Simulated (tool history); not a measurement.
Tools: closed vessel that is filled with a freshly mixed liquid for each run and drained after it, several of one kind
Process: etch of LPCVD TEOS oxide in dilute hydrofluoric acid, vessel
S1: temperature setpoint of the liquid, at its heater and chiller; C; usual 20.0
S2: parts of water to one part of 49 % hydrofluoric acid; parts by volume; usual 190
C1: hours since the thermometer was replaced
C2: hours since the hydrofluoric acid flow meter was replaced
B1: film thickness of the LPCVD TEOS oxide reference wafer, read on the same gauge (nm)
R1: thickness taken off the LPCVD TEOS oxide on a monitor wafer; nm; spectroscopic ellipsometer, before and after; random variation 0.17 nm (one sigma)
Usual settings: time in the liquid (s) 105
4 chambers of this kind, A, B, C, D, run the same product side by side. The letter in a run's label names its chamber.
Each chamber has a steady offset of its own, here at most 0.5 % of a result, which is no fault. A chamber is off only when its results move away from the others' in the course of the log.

Run 1D, day 0.533: usual settings; C1 761.9; C2 478.5; B1 70.004. Result: R1 22.3940 nm.
Run 2A, day 0.858: usual settings; C1 1668.3; C2 519.6; B1 69.989. Result: R1 22.1270 nm.
Run 3B, day 1.162: usual settings; C1 552.4; C2 663.3; B1 69.998. Result: R1 22.2880 nm.
Run 4C, day 1.575: usual settings; C1 126.2; C2 287.6; B1 70.018. Result: R1 22.2720 nm.
Run 5D, day 1.929: usual settings; C1 795.4; C2 512.0; B1 69.987. Result: R1 22.1730 nm.
Run 6A, day 2.554: usual settings; C1 1709.0; C2 560.3; B1 70.018. Result: R1 22.0970 nm.
Run 7B, day 2.950: usual settings; C1 595.3; C2 706.2; B1 69.962. Result: R1 22.2090 nm.
Run 8C, day 3.312: usual settings; C1 167.9; C2 329.3; B1 70.017. Result: R1 22.2130 nm.
Run 9D, day 3.904: usual settings but S1 17.0 C; C1 842.8; C2 559.4; B1 70.020. Result: R1 19.7650 nm.
Run 10C, day 4.467: usual settings but S1 17.0 C; C1 195.6; C2 357.0; B1 69.989. Result: R1 20.1960 nm.
Run 11B, day 5.017: usual settings but S1 17.0 C; C1 644.9; C2 755.8; B1 70.006. Result: R1 19.5820 nm.
Run 12A, day 5.433: usual settings but S1 17.0 C; C1 1778.1; C2 629.4; B1 69.968. Result: R1 19.6160 nm.
Run 13A, day 5.758: usual settings; C1 1785.9; C2 637.2; B1 70.014. Result: R1 22.0220 nm.
Run 14D, day 6.221: usual settings; C1 898.4; C2 615.0; B1 70.008. Result: R1 22.2060 nm.
Run 15B, day 6.671: usual settings; C1 684.6; C2 795.5; B1 69.994. Result: R1 21.7530 nm.
Run 16C, day 7.217: usual settings but S2 110 parts by volume, time in the liquid (s) 50; C1 261.6; C2 423.0; B1 69.972. Result: R1 20.2720 nm.
Run 17B, day 7.779: usual settings but S2 110 parts by volume, time in the liquid (s) 50; C1 711.2; C2 822.1; B1 70.021. Result: R1 19.7180 nm.
At day 8.088: chamber D: thermometer replaced.
Run 18C, day 8.133: usual settings but S2 110 parts by volume, time in the liquid (s) 50; C1 283.6; C2 445.0; B1 70.041. Result: R1 20.1130 nm.
Run 19D, day 8.592: usual settings but S2 110 parts by volume, time in the liquid (s) 50; C1 12.2; C2 671.9; B1 69.970. Result: R1 20.0990 nm.
Run 20A, day 9.067: usual settings; C1 1865.3; C2 716.6; B1 70.025. Result: R1 22.1850 nm.
Run 21B, day 9.529: usual settings; C1 753.2; C2 864.1; B1 70.014. Result: R1 21.4410 nm.
Run 22C, day 9.883: usual settings; C1 325.6; C2 487.0; B1 70.001. Result: R1 22.2140 nm.
Run 23D, day 10.371: usual settings; C1 54.9; C2 714.6; B1 70.000. Result: R1 22.4780 nm.
Run 24A, day 10.821: usual settings; C1 1907.4; C2 758.7; B1 70.025. Result: R1 22.3000 nm.
Run 25A, day 11.171: usual settings; C1 1915.8; C2 767.1; B1 70.015. Result: R1 22.3770 nm.
Run 26B, day 11.475: usual settings; C1 799.9; C2 910.8; B1 69.996. Result: R1 21.0290 nm.
Run 27C, day 11.917: usual settings; C1 374.4; C2 535.8; B1 69.983. Result: R1 22.1050 nm.
Run 28D, day 12.454: usual settings; C1 104.9; C2 764.6; B1 69.999. Result: R1 22.0790 nm.
Run 29B, day 12.988: usual settings; C1 836.2; C2 947.1; B1 70.017. Result: R1 21.2440 nm.
Run 30A, day 13.392: usual settings but S1 22.0 C, time in the liquid (s) 135; C1 1969.1; C2 820.4; B1 70.021. Result: R1 30.4240 nm.
Run 31C, day 13.783: usual settings but S1 22.0 C, time in the liquid (s) 135; C1 419.2; C2 580.6; B1 69.983. Result: R1 30.8960 nm.
Run 32D, day 14.092: usual settings but S1 22.0 C, time in the liquid (s) 135; C1 144.2; C2 803.9; B1 69.993. Result: R1 30.6780 nm.
Run 33A, day 14.579: usual settings but S1 22.0 C, time in the liquid (s) 135; C1 1997.6; C2 848.9; B1 69.973. Result: R1 30.6870 nm.
Run 34B, day 15.054: usual settings; C1 885.8; C2 996.7; B1 70.040. Result: R1 20.8990 nm.
Run 35D, day 15.621: usual settings; C1 180.9; C2 840.6; B1 69.959. Result: R1 22.2160 nm.
Run 36C, day 16.008: usual settings; C1 472.6; C2 634.0; B1 69.974. Result: R1 22.2470 nm.
Run 37C, day 16.483: usual settings but S1 22.5 C, time in the liquid (s) 75; C1 484.0; C2 645.4; B1 70.021. Result: R1 17.3760 nm.
Run 38B, day 17.092: usual settings but S1 22.5 C, time in the liquid (s) 75; C1 934.7; C2 1045.6; B1 70.038. Result: R1 16.1060 nm.
Run 39D, day 17.738: usual settings but S1 22.5 C, time in the liquid (s) 75; C1 231.7; C2 891.4; B1 69.987. Result: R1 17.4030 nm.
Run 40A, day 18.154: usual settings but S1 22.5 C, time in the liquid (s) 75; C1 2083.4; C2 934.7; B1 70.002. Result: R1 17.5210 nm.

Next, every chamber runs the same settings. What will each give?
Run 41A, day 18.625: usual settings but time in the liquid (s) 40. Result: R1 ?.
Run 41B, day 18.625: usual settings but time in the liquid (s) 40. Result: R1 ?.
Run 41C, day 18.625: usual settings but time in the liquid (s) 40. Result: R1 ?.
Run 41D, day 18.625: usual settings but time in the liquid (s) 40. Result: R1 ?.

run      R1
41A  8.4759
41B  7.8320
41C  8.4261
41D  8.4045

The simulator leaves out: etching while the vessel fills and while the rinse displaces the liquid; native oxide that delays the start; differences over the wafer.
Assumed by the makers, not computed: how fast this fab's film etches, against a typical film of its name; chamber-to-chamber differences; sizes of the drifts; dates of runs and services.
